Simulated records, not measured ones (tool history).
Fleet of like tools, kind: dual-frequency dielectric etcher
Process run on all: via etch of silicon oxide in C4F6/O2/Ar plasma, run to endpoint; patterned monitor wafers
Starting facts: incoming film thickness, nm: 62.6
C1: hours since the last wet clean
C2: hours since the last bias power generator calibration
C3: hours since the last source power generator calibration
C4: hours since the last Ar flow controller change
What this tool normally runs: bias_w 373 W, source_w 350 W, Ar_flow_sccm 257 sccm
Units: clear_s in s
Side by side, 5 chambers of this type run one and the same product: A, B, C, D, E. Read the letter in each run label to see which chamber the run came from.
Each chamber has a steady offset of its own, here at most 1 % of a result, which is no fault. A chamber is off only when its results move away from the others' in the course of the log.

run 1D hour=11.2 | bias_w=373 source_w=350 Ar_flow_sccm=257 | C1=37.5 C2=1781.3 C3=3495 C4=616.7 | clear_s=15.925
run 2E hour=25.6 | bias_w=373 source_w=350 Ar_flow_sccm=257 | C1=207.6 C2=433.1 C3=106.9 C4=2137.6 | clear_s=15.382
run 3C hour=33.4 | bias_w=373 source_w=350 Ar_flow_sccm=257 | C1=484.6 C2=3245.2 C3=384.1 C4=96.2 | clear_s=16.15
run 4A hour=43.4 | bias_w=373 source_w=350 Ar_flow_sccm=257 | C1=224.2 C2=2801 C3=1592.4 C4=1781.8 | clear_s=15.718
run 5B hour=57.5 | bias_w=373 source_w=350 Ar_flow_sccm=257 | C1=160.5 C2=460.9 C3=1346.2 C4=786.2 | clear_s=15.959
run 6D hour=69.4 | bias_w=373 source_w=350 Ar_flow_sccm=257 | C1=95.7 C2=1839.5 C3=3553.2 C4=674.9 | clear_s=15.783
run 7B hour=85.2 | bias_w=373 source_w=350 Ar_flow_sccm=257 | C1=188.2 C2=488.6 C3=1373.9 C4=813.9 | clear_s=15.941
-- hour=87.3 chamber A: bias power generator calibrated
-- hour=96.5 chamber C: wet clean of the chamber
run 8C hour=100.9 | bias_w=373 source_w=350 Ar_flow_sccm=257 | C1=4.5 C2=3312.7 C3=451.6 C4=163.7 | clear_s=15.687
-- hour=102.5 chamber C: bias power generator calibrated
run 9A hour=110.5 | bias_w=373 source_w=350 Ar_flow_sccm=257 | C1=291.3 C2=23.2 C3=1659.5 C4=1848.9 | clear_s=15.937
run 10E hour=125.9 | bias_w=373 source_w=350 Ar_flow_sccm=257 | C1=307.9 C2=533.4 C3=207.2 C4=2237.9 | clear_s=15.572
run 11A hour=140.8 | bias_w=373 source_w=400 Ar_flow_sccm=257 | C1=321.6 C2=53.5 C3=1689.8 C4=1879.2 | clear_s=15.048
run 12B hour=156.5 | bias_w=373 source_w=400 Ar_flow_sccm=257 | C1=259.5 C2=559.9 C3=1445.2 C4=885.2 | clear_s=14.981
run 13D hour=163.8 | bias_w=373 source_w=400 Ar_flow_sccm=257 | C1=190.1 C2=1933.9 C3=3647.6 C4=769.3 | clear_s=14.919
-- hour=172.6 chamber A: Ar flow controller replaced
run 14C hour=173 | bias_w=373 source_w=400 Ar_flow_sccm=257 | C1=76.6 C2=70.5 C3=523.7 C4=235.8 | clear_s=14.914
run 15E hour=188.9 | bias_w=373 source_w=400 Ar_flow_sccm=257 | C1=370.9 C2=596.4 C3=270.2 C4=2300.9 | clear_s=14.917
-- hour=193.5 chamber E: wet clean of the chamber
run 16D hour=197.7 | bias_w=298 source_w=350 Ar_flow_sccm=230 | C1=224 C2=1967.8 C3=3681.5 C4=803.2 | clear_s=16.808
run 17A hour=209.8 | bias_w=298 source_w=350 Ar_flow_sccm=230 | C1=390.6 C2=122.5 C3=1758.8 C4=37.3 | clear_s=17.115
run 18E hour=221.9 | bias_w=298 source_w=350 Ar_flow_sccm=230 | C1=28.4 C2=629.4 C3=303.2 C4=2333.9 | clear_s=16.845
run 19C hour=236.9 | bias_w=298 source_w=350 Ar_flow_sccm=230 | C1=140.5 C2=134.4 C3=587.6 C4=299.7 | clear_s=17.191
-- hour=244.5 chamber D: bias power generator calibrated
run 20B hour=247 | bias_w=298 source_w=350 Ar_flow_sccm=230 | C1=350 C2=650.4 C3=1535.7 C4=975.7 | clear_s=16.91
run 21E hour=255.8 | bias_w=373 source_w=350 Ar_flow_sccm=257 | C1=62.3 C2=663.3 C3=337.1 C4=2367.8 | clear_s=15.472
run 22A hour=265.6 | bias_w=373 source_w=350 Ar_flow_sccm=257 | C1=446.4 C2=178.3 C3=1814.6 C4=93.1 | clear_s=15.975
run 23B hour=273.7 | bias_w=373 source_w=350 Ar_flow_sccm=257 | C1=376.7 C2=677.1 C3=1562.4 C4=1002.4 | clear_s=15.955
run 24D hour=284.5 | bias_w=373 source_w=350 Ar_flow_sccm=281 | C1=310.8 C2=40 C3=3768.3 C4=890 | clear_s=15.949
run 25C hour=296.3 | bias_w=373 source_w=350 Ar_flow_sccm=281 | C1=199.9 C2=193.8 C3=647 C4=359.1 | clear_s=16.131
run 26C hour=305.7 | bias_w=373 source_w=350 Ar_flow_sccm=281 | C1=209.3 C2=203.2 C3=656.4 C4=368.5 | clear_s=16.032
run 27A hour=320.7 | bias_w=373 source_w=350 Ar_flow_sccm=281 | C1=501.5 C2=233.4 C3=1869.7 C4=148.2 | clear_s=16.166
run 28D hour=328.4 | bias_w=373 source_w=350 Ar_flow_sccm=281 | C1=354.7 C2=83.9 C3=3812.2 C4=933.9 | clear_s=15.756
run 29E hour=338.4 | bias_w=373 source_w=350 Ar_flow_sccm=257 | C1=144.9 C2=745.9 C3=419.7 C4=2450.4 | clear_s=15.406
run 30B hour=353.7 | bias_w=373 source_w=260 Ar_flow_sccm=233 | C1=456.7 C2=757.1 C3=1642.4 C4=1082.4 | clear_s=17.544
run 31B hour=366.3 | bias_w=373 source_w=260 Ar_flow_sccm=233 | C1=469.3 C2=769.7 C3=1655 C4=1095 | clear_s=17.284
run 32E hour=379.4 | bias_w=373 source_w=260 Ar_flow_sccm=233 | C1=185.9 C2=786.9 C3=460.7 C4=2491.4 | clear_s=17.208
-- hour=380.9 chamber D: source power generator calibrated
run 33D hour=388.5 | bias_w=373 source_w=260 Ar_flow_sccm=233 | C1=414.8 C2=144 C3=7.6 C4=994 | clear_s=17.546
run 34C hour=404.4 | bias_w=373 source_w=260 Ar_flow_sccm=233 | C1=308 C2=301.9 C3=755.1 C4=467.2 | clear_s=17.287
run 35A hour=417 | bias_w=373 source_w=350 Ar_flow_sccm=257 | C1=597.8 C2=329.7 C3=1966 C4=244.5 | clear_s=15.948

The same settings go to every chamber for the next run, one line per chamber below. Forecast the results for each:
run 36A hour=428.5 | bias_w=450 source_w=350 Ar_flow_sccm=257 | clear_s=?
run 36B hour=428.5 | bias_w=450 source_w=350 Ar_flow_sccm=257 | clear_s=?
run 36C hour=428.5 | bias_w=450 source_w=350 Ar_flow_sccm=257 | clear_s=?
run 36D hour=428.5 | bias_w=450 source_w=350 Ar_flow_sccm=257 | clear_s=?
run 36E hour=428.5 | bias_w=450 source_w=350 Ar_flow_sccm=257 | clear_s=?

run=36A clear_s=15.049
run=36B clear_s=14.767
run=36C clear_s=14.904
run=36D clear_s=14.623
run=36E clear_s=14.712
